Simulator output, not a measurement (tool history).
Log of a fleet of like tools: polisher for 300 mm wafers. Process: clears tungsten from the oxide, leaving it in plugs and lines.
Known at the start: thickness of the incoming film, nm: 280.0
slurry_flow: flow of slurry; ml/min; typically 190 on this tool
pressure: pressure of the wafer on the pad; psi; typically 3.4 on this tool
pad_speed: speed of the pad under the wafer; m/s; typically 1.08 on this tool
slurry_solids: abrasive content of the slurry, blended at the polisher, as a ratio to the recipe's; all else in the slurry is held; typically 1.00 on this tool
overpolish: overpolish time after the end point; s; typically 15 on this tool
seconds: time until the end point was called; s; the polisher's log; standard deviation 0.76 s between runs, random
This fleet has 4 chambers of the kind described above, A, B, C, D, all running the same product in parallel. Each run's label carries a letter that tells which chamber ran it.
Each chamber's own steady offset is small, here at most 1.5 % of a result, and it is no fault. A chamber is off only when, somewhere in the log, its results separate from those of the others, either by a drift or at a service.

| run | hour | slurry_flow | pressure | pad_speed | slurry_solids | overpolish | seconds |
|---|---|---|---|---|---|---|---|
| 1C | 3.4 | 190 | 3.4 | 1.08 | 1.00 | 15 | 59.130 |
|  | 6.1 | chamber B: slurry tank refilled with fresh slurry and peroxide |
| 2D | 8.3 | 190 | 3.4 | 1.08 | 1.00 | 15 | 60.077 |
| 3A | 12.7 | 190 | 3.4 | 1.08 | 1.00 | 15 | 59.617 |
| 4B | 16.8 | 190 | 3.4 | 1.08 | 1.00 | 15 | 58.693 |
| 5C | 19.0 | 190 | 3.4 | 1.08 | 1.00 | 15 | 58.736 |
|  | 21.0 | chamber A: slurry tank refilled with fresh slurry and peroxide |
| 6A | 21.8 | 190 | 3.4 | 1.08 | 1.00 | 15 | 59.802 |
| 7D | 26.2 | 190 | 3.4 | 1.08 | 1.00 | 15 | 61.767 |
| 8B | 30.6 | 190 | 3.4 | 1.08 | 1.00 | 15 | 58.873 |
|  | 35.3 | chamber D: slurry blender recalibrated |
| 9B | 35.3 | 190 | 3.4 | 1.08 | 1.00 | 15 | 58.913 |
| 10A | 38.2 | 190 | 3.4 | 1.08 | 1.00 | 15 | 59.247 |
| 11C | 42.6 | 190 | 3.4 | 1.08 | 1.00 | 15 | 59.464 |
| 12D | 47.6 | 190 | 3.4 | 1.08 | 1.00 | 15 | 62.579 |
| 13B | 49.9 | 190 | 3.4 | 1.08 | 1.00 | 11 | 59.789 |
| 14C | 53.0 | 190 | 3.4 | 1.08 | 1.00 | 11 | 58.921 |
| 15A | 55.9 | 190 | 3.4 | 1.08 | 1.00 | 11 | 59.055 |
|  | 56.1 | chamber B: slurry tank refilled with fresh slurry and peroxide |
| 16D | 58.8 | 190 | 3.4 | 1.08 | 1.00 | 11 | 63.134 |
| 17C | 63.9 | 190 | 3.4 | 1.08 | 1.00 | 15 | 57.811 |
| 18A | 68.6 | 190 | 3.4 | 1.08 | 1.00 | 15 | 58.929 |
| 19D | 71.1 | 190 | 2.9 | 1.08 | 0.75 | 15 | 80.895 |
| 20B | 74.4 | 190 | 2.9 | 1.08 | 0.75 | 15 | 73.039 |
| 21B | 78.2 | 190 | 2.9 | 1.08 | 0.75 | 15 | 74.143 |
| 22C | 80.7 | 190 | 2.9 | 1.08 | 0.75 | 15 | 71.297 |
| 23D | 83.6 | 190 | 3.4 | 1.08 | 1.00 | 15 | 66.471 |
| 24A | 87.2 | 190 | 3.4 | 1.08 | 1.00 | 20 | 58.384 |
| 25D | 90.5 | 190 | 3.4 | 1.08 | 1.00 | 20 | 66.866 |
| 26A | 94.2 | 190 | 3.4 | 1.08 | 1.00 | 20 | 59.540 |
| 27B | 98.3 | 190 | 3.4 | 1.08 | 1.00 | 20 | 57.251 |
| 28C | 100.9 | 190 | 3.4 | 1.08 | 1.00 | 15 | 58.515 |
| 29D | 103.4 | 190 | 3.4 | 1.08 | 1.00 | 15 | 68.645 |
| 30B | 107.4 | 190 | 3.4 | 1.08 | 1.00 | 15 | 59.508 |

What goes on in this fleet: one chamber off, a drifting gauge, or nothing beyond the chambers' own small offsets? Name the chamber and the cause, if any.

Little by little, chamber D moves away from the other chambers.
Most likely cause: peroxide lost from the slurry, % = 32.9.

Which of the 4 candidates below, each the usual settings with something changed and its results left as question marks, puts chamber D back in line with what the other chambers give on the usual settings?
To be in line, a result may differ from the other chambers' mean on the usual settings by at most: seconds 2.700 s
| 31D-1 | 111.1 | 190 | 4.6 | 1.08 | 1.00 | 15 | ? |
| 31D-2 | 111.1 | 190 | 3.4 | 0.92 | 0.95 | 15 | ? |
| 31D-3 | 111.1 | 190 | 3.4 | 1.26 | 1.05 | 15 | ? |
| 31D-4 | 111.1 | 190 | 2.9 | 0.92 | 1.00 | 15 | ? |

Mean of the other chambers on the usual settings: seconds 58.905 s
| run | seconds |
|---|---|
| 31D-1 | 51.473 |
| 31D-2 | 82.931 |
| 31D-3 | 59.317 |
| 31D-4 | 96.313 |
The answer is 31D-3, which returns the chamber to within the allowed miss of the others.
